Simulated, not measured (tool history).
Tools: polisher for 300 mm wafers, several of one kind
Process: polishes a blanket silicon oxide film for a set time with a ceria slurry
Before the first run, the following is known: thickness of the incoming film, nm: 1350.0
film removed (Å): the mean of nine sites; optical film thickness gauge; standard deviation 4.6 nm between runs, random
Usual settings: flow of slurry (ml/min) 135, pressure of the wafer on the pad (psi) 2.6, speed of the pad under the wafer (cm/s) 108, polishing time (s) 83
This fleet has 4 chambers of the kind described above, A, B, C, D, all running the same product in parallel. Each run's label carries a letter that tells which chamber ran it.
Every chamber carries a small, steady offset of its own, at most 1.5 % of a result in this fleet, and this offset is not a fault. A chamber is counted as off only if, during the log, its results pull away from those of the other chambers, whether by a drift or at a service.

| run | hour | flow of slurry (ml/min) | pressure of the wafer on the pad (psi) | speed of the pad under the wafer (cm/s) | polishing time (s) | film removed (Å) |
|---|---|---|---|---|---|---|
| 1C | 3.9 | 135 | 2.6 | 108 | 83 | 3665.2 |
| 2A | 7.3 | 135 | 2.6 | 108 | 83 | 3532.1 |
| 3B | 11.3 | 135 | 2.6 | 108 | 83 | 3640.8 |
| 4D | 17.8 | 135 | 2.6 | 108 | 83 | 3619.8 |
| 5B | 23.5 | 135 | 3.4 | 140 | 83 | 6250.8 |
| 6C | 27.9 | 135 | 3.4 | 140 | 83 | 6110.8 |
|  | 30.6 | chamber C: worn pad replaced by a new one |
| 7A | 32.3 | 135 | 3.4 | 140 | 83 | 6025.3 |
|  | 35.9 | chamber C: head pressure recalibrated |
| 8D | 37.3 | 135 | 3.4 | 140 | 83 | 6117.9 |
|  | 39.9 | chamber D: worn pad replaced by a new one |
|  | 40.9 | chamber B: slurry nozzle cleaned |
| 9A | 42.1 | 135 | 2.6 | 108 | 83 | 3580.8 |
| 10C | 45.8 | 135 | 2.6 | 108 | 83 | 3674.7 |
| 11D | 49.8 | 155 | 2.1 | 108 | 83 | 2995.4 |
| 12B | 54.8 | 155 | 2.1 | 108 | 83 | 3031.9 |
| 13C | 59.2 | 155 | 2.1 | 108 | 83 | 3041.4 |
| 14A | 63.6 | 155 | 2.1 | 108 | 83 | 2982.2 |
|  | 66.9 | chamber A: worn pad replaced by a new one |
| 15D | 68.4 | 135 | 2.6 | 108 | 83 | 3633.8 |
| 16B | 72.4 | 135 | 2.6 | 108 | 83 | 3600.2 |
| 17C | 75.3 | 135 | 2.6 | 108 | 83 | 3626.1 |
| 18D | 79.4 | 135 | 2.6 | 108 | 83 | 3563 |
| 19A | 83.2 | 135 | 2.6 | 108 | 83 | 3601 |
|  | 85.3 | chamber B: worn pad replaced by a new one |
| 20B | 87.7 | 135 | 2.6 | 108 | 83 | 3688.1 |
| 21D | 92.7 | 135 | 2.6 | 126 | 83 | 4058.6 |
| 22C | 97.7 | 135 | 2.6 | 126 | 83 | 4271.6 |
| 23A | 103.4 | 135 | 2.6 | 126 | 83 | 4105.1 |
| 24B | 108.9 | 135 | 2.6 | 126 | 83 | 4330.6 |
| 25C | 112.2 | 135 | 2.6 | 134 | 83 | 4528.1 |
| 26B | 117.5 | 135 | 2.6 | 134 | 83 | 4553.7 |
| 27A | 121.8 | 135 | 2.6 | 134 | 83 | 4495 |
| 28D | 127.3 | 135 | 2.6 | 134 | 83 | 4169.7 |
| 29B | 133.5 | 135 | 2.6 | 108 | 83 | 3594.8 |

Next, every chamber runs the same settings. What will each give?
| 30A | 138.1 | 135 | 2.6 | 108 | 83 | ? |
| 30B | 138.1 | 135 | 2.6 | 108 | 83 | ? |
| 30C | 138.1 | 135 | 2.6 | 108 | 83 | ? |
| 30D | 138.1 | 135 | 2.6 | 108 | 83 | ? |

| run | film removed (Å) |
|---|---|
| 30A | 3603.8 |
| 30B | 3593.6 |
| 30C | 3632.6 |
| 30D | 3260.9 |
